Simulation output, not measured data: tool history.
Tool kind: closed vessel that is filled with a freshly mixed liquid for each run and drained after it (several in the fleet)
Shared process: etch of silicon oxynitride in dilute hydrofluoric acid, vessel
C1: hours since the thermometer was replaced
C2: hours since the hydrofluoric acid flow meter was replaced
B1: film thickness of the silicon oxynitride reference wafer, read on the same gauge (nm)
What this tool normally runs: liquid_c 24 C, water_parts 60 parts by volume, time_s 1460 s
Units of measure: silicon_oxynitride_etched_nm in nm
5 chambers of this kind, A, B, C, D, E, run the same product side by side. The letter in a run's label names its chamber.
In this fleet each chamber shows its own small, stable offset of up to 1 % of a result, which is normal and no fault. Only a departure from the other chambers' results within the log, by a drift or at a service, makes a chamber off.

run 1E hour=4.6 | liquid_c=24 water_parts=60 time_s=1460 | C1=1308.1 C2=1232.4 | B1=150.02 | silicon_oxynitride_etched_nm=36.136
run 2D hour=12 | liquid_c=24 water_parts=60 time_s=1460 | C1=2078.9 C2=401.7 | B1=149.97 | silicon_oxynitride_etched_nm=36.099
run 3C hour=19.4 | liquid_c=24 water_parts=60 time_s=1460 | C1=1652.9 C2=318 | B1=149.95 | silicon_oxynitride_etched_nm=36.436
run 4A hour=28.5 | liquid_c=24 water_parts=60 time_s=1460 | C1=364.4 C2=941.4 | B1=150.03 | silicon_oxynitride_etched_nm=36.45
run 5B hour=34.9 | liquid_c=24 water_parts=60 time_s=1460 | C1=897.8 C2=95.1 | B1=149.96 | silicon_oxynitride_etched_nm=36.208
run 6D hour=44.6 | liquid_c=24 water_parts=60 time_s=1460 | C1=2111.5 C2=434.3 | B1=149.99 | silicon_oxynitride_etched_nm=36.014
run 7A hour=51.5 | liquid_c=24 water_parts=30 time_s=645 | C1=387.4 C2=964.4 | B1=149.99 | silicon_oxynitride_etched_nm=33.269
run 8E hour=61.4 | liquid_c=24 water_parts=30 time_s=645 | C1=1364.9 C2=1289.2 | B1=150 | silicon_oxynitride_etched_nm=32.249
run 9B hour=71.2 | liquid_c=24 water_parts=30 time_s=645 | C1=934.1 C2=131.4 | B1=150.03 | silicon_oxynitride_etched_nm=33.347
run 10C hour=80.2 | liquid_c=24 water_parts=30 time_s=645 | C1=1713.7 C2=378.8 | B1=149.99 | silicon_oxynitride_etched_nm=32.834
run 11B hour=88.1 | liquid_c=24 water_parts=30 time_s=645 | C1=951 C2=148.3 | B1=150.01 | silicon_oxynitride_etched_nm=33.281
run 12D hour=96.7 | liquid_c=24 water_parts=60 time_s=1460 | C1=2163.6 C2=486.4 | B1=150.01 | silicon_oxynitride_etched_nm=36.198
run 13E hour=102.9 | liquid_c=24 water_parts=60 time_s=1460 | C1=1406.4 C2=1330.7 | B1=149.94 | silicon_oxynitride_etched_nm=36.013
run 14A hour=107.7 | liquid_c=24 water_parts=50 time_s=730 | C1=443.6 C2=1020.6 | B1=150.01 | silicon_oxynitride_etched_nm=22.12
run 15C hour=113.8 | liquid_c=24 water_parts=50 time_s=730 | C1=1747.3 C2=412.4 | B1=150 | silicon_oxynitride_etched_nm=22.008
run 16E hour=119.6 | liquid_c=24 water_parts=50 time_s=730 | C1=1423.1 C2=1347.4 | B1=150 | silicon_oxynitride_etched_nm=21.705
run 17D hour=129.9 | liquid_c=24 water_parts=50 time_s=730 | C1=2196.8 C2=519.6 | B1=150.02 | silicon_oxynitride_etched_nm=21.622
run 18A hour=139.8 | liquid_c=24 water_parts=50 time_s=730 | C1=475.7 C2=1052.7 | B1=149.93 | silicon_oxynitride_etched_nm=21.943
run 19C hour=146.2 | liquid_c=24 water_parts=60 time_s=1460 | C1=1779.7 C2=444.8 | B1=149.98 | silicon_oxynitride_etched_nm=36.161
run 20B hour=150.8 | liquid_c=24 water_parts=60 time_s=1460 | C1=1013.7 C2=211 | B1=150 | silicon_oxynitride_etched_nm=36.123
run 21B hour=158.9 | liquid_c=24 water_parts=60 time_s=1460 | C1=1021.8 C2=219.1 | B1=149.99 | silicon_oxynitride_etched_nm=36.347
run 22C hour=163.8 | liquid_c=24 water_parts=60 time_s=1460 | C1=1797.3 C2=462.4 | B1=149.99 | silicon_oxynitride_etched_nm=36.235
run 23E hour=169 | liquid_c=24 water_parts=60 time_s=1460 | C1=1472.5 C2=1396.8 | B1=150.04 | silicon_oxynitride_etched_nm=35.891
-- hour=171.1 chamber A: thermometer replaced
run 24D hour=177.8 | liquid_c=24 water_parts=60 time_s=1460 | C1=2244.7 C2=567.5 | B1=150 | silicon_oxynitride_etched_nm=36.225
run 25A hour=184 | liquid_c=24 water_parts=60 time_s=1460 | C1=13 C2=1096.9 | B1=149.96 | silicon_oxynitride_etched_nm=36.035
run 26A hour=189 | liquid_c=24 water_parts=60 time_s=1460 | C1=18 C2=1101.9 | B1=150.02 | silicon_oxynitride_etched_nm=35.753
run 27C hour=193.6 | liquid_c=24 water_parts=60 time_s=1460 | C1=1827.1 C2=492.2 | B1=150.02 | silicon_oxynitride_etched_nm=36.487
run 28E hour=199.9 | liquid_c=24 water_parts=60 time_s=1460 | C1=1503.4 C2=1427.7 | B1=150.01 | silicon_oxynitride_etched_nm=36.171
run 29D hour=208.3 | liquid_c=24 water_parts=60 time_s=1460 | C1=2275.2 C2=598 | B1=150.02 | silicon_oxynitride_etched_nm=36.012
run 30B hour=218.6 | liquid_c=24 water_parts=60 time_s=1725 | C1=1081.5 C2=278.8 | B1=150 | silicon_oxynitride_etched_nm=42.774
run 31B hour=227.7 | liquid_c=24 water_parts=60 time_s=1725 | C1=1090.6 C2=287.9 | B1=149.99 | silicon_oxynitride_etched_nm=42.51
run 32C hour=235.2 | liquid_c=24 water_parts=60 time_s=1725 | C1=1868.7 C2=533.8 | B1=150 | silicon_oxynitride_etched_nm=42.922
run 33E hour=242.7 | liquid_c=24 water_parts=60 time_s=1725 | C1=1546.2 C2=1470.5 | B1=149.98 | silicon_oxynitride_etched_nm=42.473
run 34D hour=252.5 | liquid_c=24 water_parts=60 time_s=1725 | C1=2319.4 C2=642.2 | B1=150.03 | silicon_oxynitride_etched_nm=42.564
run 35A hour=259.7 | liquid_c=24 water_parts=60 time_s=1460 | C1=88.7 C2=1172.6 | B1=150.04 | silicon_oxynitride_etched_nm=35.369
run 36B hour=267.3 | liquid_c=24 water_parts=75 time_s=2315 | C1=1130.2 C2=327.5 | B1=149.95 | silicon_oxynitride_etched_nm=45.184
run 37D hour=271.8 | liquid_c=24 water_parts=75 time_s=2315 | C1=2338.7 C2=661.5 | B1=150 | silicon_oxynitride_etched_nm=45.083
run 38C hour=279.8 | liquid_c=24 water_parts=75 time_s=2315 | C1=1913.3 C2=578.4 | B1=150 | silicon_oxynitride_etched_nm=45.535
run 39A hour=285.1 | liquid_c=24 water_parts=75 time_s=2315 | C1=114.1 C2=1198 | B1=150.04 | silicon_oxynitride_etched_nm=44.146

For the next run the whole fleet of 5 chambers uses the same settings. Give each chamber's results:
run 40A hour=292.7 | liquid_c=24 water_parts=75 time_s=1460 | silicon_oxynitride_etched_nm=?
run 40B hour=292.7 | liquid_c=24 water_parts=75 time_s=1460 | silicon_oxynitride_etched_nm=?
run 40C hour=292.7 | liquid_c=24 water_parts=75 time_s=1460 | silicon_oxynitride_etched_nm=?
run 40D hour=292.7 | liquid_c=24 water_parts=75 time_s=1460 | silicon_oxynitride_etched_nm=?
run 40E hour=292.7 | liquid_c=24 water_parts=75 time_s=1460 | silicon_oxynitride_etched_nm=?

run=40A silicon_oxynitride_etched_nm=27.628
run=40B silicon_oxynitride_etched_nm=28.59
run=40C silicon_oxynitride_etched_nm=28.621
run=40D silicon_oxynitride_etched_nm=28.475
run=40E silicon_oxynitride_etched_nm=28.464
